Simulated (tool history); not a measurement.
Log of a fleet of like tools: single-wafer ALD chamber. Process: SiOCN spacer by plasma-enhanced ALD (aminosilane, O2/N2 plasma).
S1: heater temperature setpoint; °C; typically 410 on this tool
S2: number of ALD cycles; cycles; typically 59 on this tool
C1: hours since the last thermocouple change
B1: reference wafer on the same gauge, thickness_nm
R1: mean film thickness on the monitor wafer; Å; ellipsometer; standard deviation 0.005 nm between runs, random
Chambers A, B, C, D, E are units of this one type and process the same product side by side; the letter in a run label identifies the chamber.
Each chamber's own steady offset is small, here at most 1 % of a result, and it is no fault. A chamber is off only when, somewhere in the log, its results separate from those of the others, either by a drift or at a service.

run   hour   S1  S2      C1      B1      R1
 1D    7.2  410  59  1567.5  2.8501  34.649
 2E   11.7  410  59   682.4  2.8492  34.539
 3A   19.8  410  59   318.7  2.8486  34.308
 4B   28.8  410  59   367.8  2.8485  34.418
 5C   37.2  410  59   934.7  2.8479  34.355
 6C   47.1  410  59   944.6  2.8479  34.388
 7A     56  410  59   354.9  2.8465  34.213
 8B   62.8  410  59   401.8  2.8461  34.475
 9E     68  410  59   738.7  2.8455  34.586
10D   74.1  410  59  1634.4  2.8463  34.644
11A   81.6  410  59   380.5  2.8457  34.249
12C     90  410  48   987.5  2.8455  27.925
13D  100.1  410  48  1660.4  2.8442  28.151
14E  108.7  410  48   779.4  2.8435   28.14
15B  113.5  410  48   452.5  2.8437  28.019
16B  123.1  410  48   462.1   2.843  27.958
17E  133.4  410  59   804.1  2.8416  34.544
18C  143.6  397  59  1041.1  2.8435  35.422
19D  152.1  397  59  1712.4  2.8402  35.618
20A  159.1  397  59     458  2.8401  35.292
21E  164.5  397  59   835.2  2.8417  35.602
22A  172.1  397  59     471  2.8411   35.27
23C  181.3  400  52  1078.8  2.8402  31.158
24D    187  400  52  1747.3  2.8394  31.381
25B  192.9  400  52   531.9  2.8397  31.154
26B    201  400  52     540  2.8384  31.214
27E  207.5  400  52   878.2  2.8383  31.234
28D  212.7  410  59    1773  2.8381   34.53
29C  222.2  410  59  1119.7  2.8378  34.244
30A    229  410  59   527.9  2.8376  34.141
31A  238.4  410  59   537.3  2.8361  34.101
32B  244.9  410  52   583.9   2.837  30.256
33D    255  410  52  1815.3   2.836  30.319
34C  264.2  410  52  1161.7  2.8357  30.123
35E  269.8  410  52   940.5  2.8352   30.31
36A  274.7  410  52   573.6  2.8346  30.097
37E  282.7  410  59   953.4  2.8341  34.398
38D  292.8  410  59  1853.1   2.834  34.533
39B    301  410  59     640  2.8324  34.307

For the next run the whole fleet of 5 chambers uses the same settings. Give each chamber's results:
40A  308.5  410  59           ?
40B  308.5  410  59           ?
40C  308.5  410  59           ?
40D  308.5  410  59           ?
40E  308.5  410  59           ?

run      R1
40A  34.094
40B  34.253
40C  34.151
40D  34.441
40E  34.473

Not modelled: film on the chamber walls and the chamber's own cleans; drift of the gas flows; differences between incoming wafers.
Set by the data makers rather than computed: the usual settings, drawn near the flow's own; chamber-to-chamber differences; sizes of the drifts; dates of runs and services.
